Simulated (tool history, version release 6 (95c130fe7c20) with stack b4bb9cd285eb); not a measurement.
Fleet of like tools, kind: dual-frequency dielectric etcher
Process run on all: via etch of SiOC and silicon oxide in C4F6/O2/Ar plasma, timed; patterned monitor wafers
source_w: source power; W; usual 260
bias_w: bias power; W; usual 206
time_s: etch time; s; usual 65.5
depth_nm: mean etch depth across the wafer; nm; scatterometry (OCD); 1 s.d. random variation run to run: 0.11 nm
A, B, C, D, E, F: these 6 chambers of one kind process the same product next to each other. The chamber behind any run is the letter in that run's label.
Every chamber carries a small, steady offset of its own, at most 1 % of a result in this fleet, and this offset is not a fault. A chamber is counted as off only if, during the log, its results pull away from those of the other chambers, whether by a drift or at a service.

| run | hour | source_w | bias_w | time_s | hours since the last wet clean | hours since the last source power generator calibration | hours since the last bias power generator calibration | read-back reference wafer on the same gauge, depth_nm | depth_nm |
|---|---|---|---|---|---|---|---|---|---|
| 1A | 4.8 | 260 | 206 | 65.5 | 106.3 | 2477.5 | 1279.6 | 69.896 | 65.493 |
| 2E | 8.6 | 260 | 206 | 65.5 | 295.8 | 1159.8 | 3256.6 | 69.900 | 65.517 |
| 3C | 12.5 | 260 | 206 | 65.5 | 337.1 | 1214.8 | 383.5 | 69.866 | 64.908 |
| 4F | 18.7 | 260 | 206 | 65.5 | 178.5 | 292.5 | 2439.5 | 69.853 | 65.561 |
| 5D | 24.1 | 260 | 206 | 65.5 | 322.7 | 1168.4 | 347.0 | 69.890 | 65.815 |
| 6B | 29.0 | 260 | 206 | 65.5 | 474.2 | 125.2 | 1510.8 | 69.841 | 65.597 |
| 7B | 34.7 | 260 | 206 | 65.5 | 479.9 | 130.9 | 1516.5 | 69.868 | 65.537 |
| 8D | 41.5 | 260 | 206 | 65.5 | 340.1 | 1185.8 | 364.4 | 69.821 | 65.969 |
|  | 45.7 | chamber D: wet clean of the chamber |
| 9C | 47.7 | 260 | 206 | 65.5 | 372.3 | 1250.0 | 418.7 | 69.815 | 64.811 |
| 10F | 55.5 | 310 | 206 | 58.5 | 215.3 | 329.3 | 2476.3 | 69.771 | 62.749 |
| 11E | 60.7 | 310 | 206 | 58.5 | 347.9 | 1211.9 | 3308.7 | 69.783 | 62.499 |
| 12A | 64.4 | 310 | 206 | 58.5 | 165.9 | 2537.1 | 1339.2 | 69.801 | 62.599 |
| 13C | 72.3 | 310 | 206 | 58.5 | 396.9 | 1274.6 | 443.3 | 69.765 | 62.016 |
| 14F | 80.4 | 310 | 206 | 58.5 | 240.2 | 354.2 | 2501.2 | 69.721 | 62.603 |
| 15A | 85.9 | 310 | 206 | 58.5 | 187.4 | 2558.6 | 1360.7 | 69.720 | 62.472 |
| 16D | 94.2 | 240 | 206 | 53.0 | 48.5 | 1238.5 | 417.1 | 69.719 | 51.523 |
|  | 95.3 | chamber E: wet clean of the chamber |
| 17E | 100.7 | 240 | 206 | 53.0 | 5.4 | 1251.9 | 3348.7 | 69.693 | 51.433 |
| 18B | 105.1 | 240 | 206 | 53.0 | 550.3 | 201.3 | 1586.9 | 69.728 | 51.442 |
| 19C | 109.0 | 240 | 206 | 53.0 | 433.6 | 1311.3 | 480.0 | 69.639 | 50.766 |
|  | 111.3 | chamber A: bias power generator calibrated |
| 20A | 116.2 | 240 | 206 | 53.0 | 217.7 | 2588.9 | 5.0 | 69.668 | 51.379 |
| 21E | 124.3 | 240 | 206 | 53.0 | 29.0 | 1275.5 | 3372.3 | 69.623 | 51.150 |
| 22F | 132.0 | 290 | 173 | 65.5 | 291.8 | 405.8 | 2552.8 | 69.613 | 64.448 |
| 23D | 135.9 | 290 | 173 | 65.5 | 90.2 | 1280.2 | 458.8 | 69.627 | 64.635 |
| 24B | 142.6 | 290 | 173 | 65.5 | 587.8 | 238.8 | 1624.4 | 69.584 | 64.292 |
| 25E | 147.1 | 290 | 173 | 65.5 | 51.8 | 1298.3 | 3395.1 | 69.611 | 64.205 |
| 26D | 155.1 | 290 | 173 | 65.5 | 109.4 | 1299.4 | 478.0 | 69.587 | 64.614 |
| 27C | 161.2 | 290 | 173 | 65.5 | 485.8 | 1363.5 | 532.2 | 69.580 | 63.768 |
| 28B | 166.0 | 260 | 206 | 65.5 | 611.2 | 262.2 | 1647.8 | 69.557 | 65.184 |
| 29A | 171.5 | 260 | 206 | 65.5 | 273.0 | 2644.2 | 60.3 | 69.536 | 65.234 |
| 30F | 178.5 | 260 | 206 | 65.5 | 338.3 | 452.3 | 2599.3 | 69.554 | 65.370 |
| 31D | 184.4 | 260 | 206 | 65.5 | 138.7 | 1328.7 | 507.3 | 69.549 | 65.378 |
| 32C | 188.8 | 260 | 206 | 65.5 | 513.4 | 1391.1 | 559.8 | 69.554 | 64.626 |
| 33A | 196.1 | 260 | 206 | 65.5 | 297.6 | 2668.8 | 84.9 | 69.498 | 65.264 |
| 34F | 203.1 | 260 | 206 | 65.5 | 362.9 | 476.9 | 2623.9 | 69.500 | 65.354 |
| 35B | 210.4 | 260 | 206 | 74.0 | 655.6 | 306.6 | 1692.2 | 69.481 | 73.774 |
| 36E | 217.9 | 260 | 206 | 74.0 | 122.6 | 1369.1 | 3465.9 | 69.432 | 73.665 |
| 37F | 223.3 | 260 | 206 | 74.0 | 383.1 | 497.1 | 2644.1 | 69.457 | 73.626 |

Is one chamber off against the others, does the gauge drift, or is nothing wrong? If a chamber is off, say which, and what the likeliest cause is.

The shared gauge is drifting. All chambers look as if they move in step, but none is off.
Cause: gauge reads low (%) = 0.661.
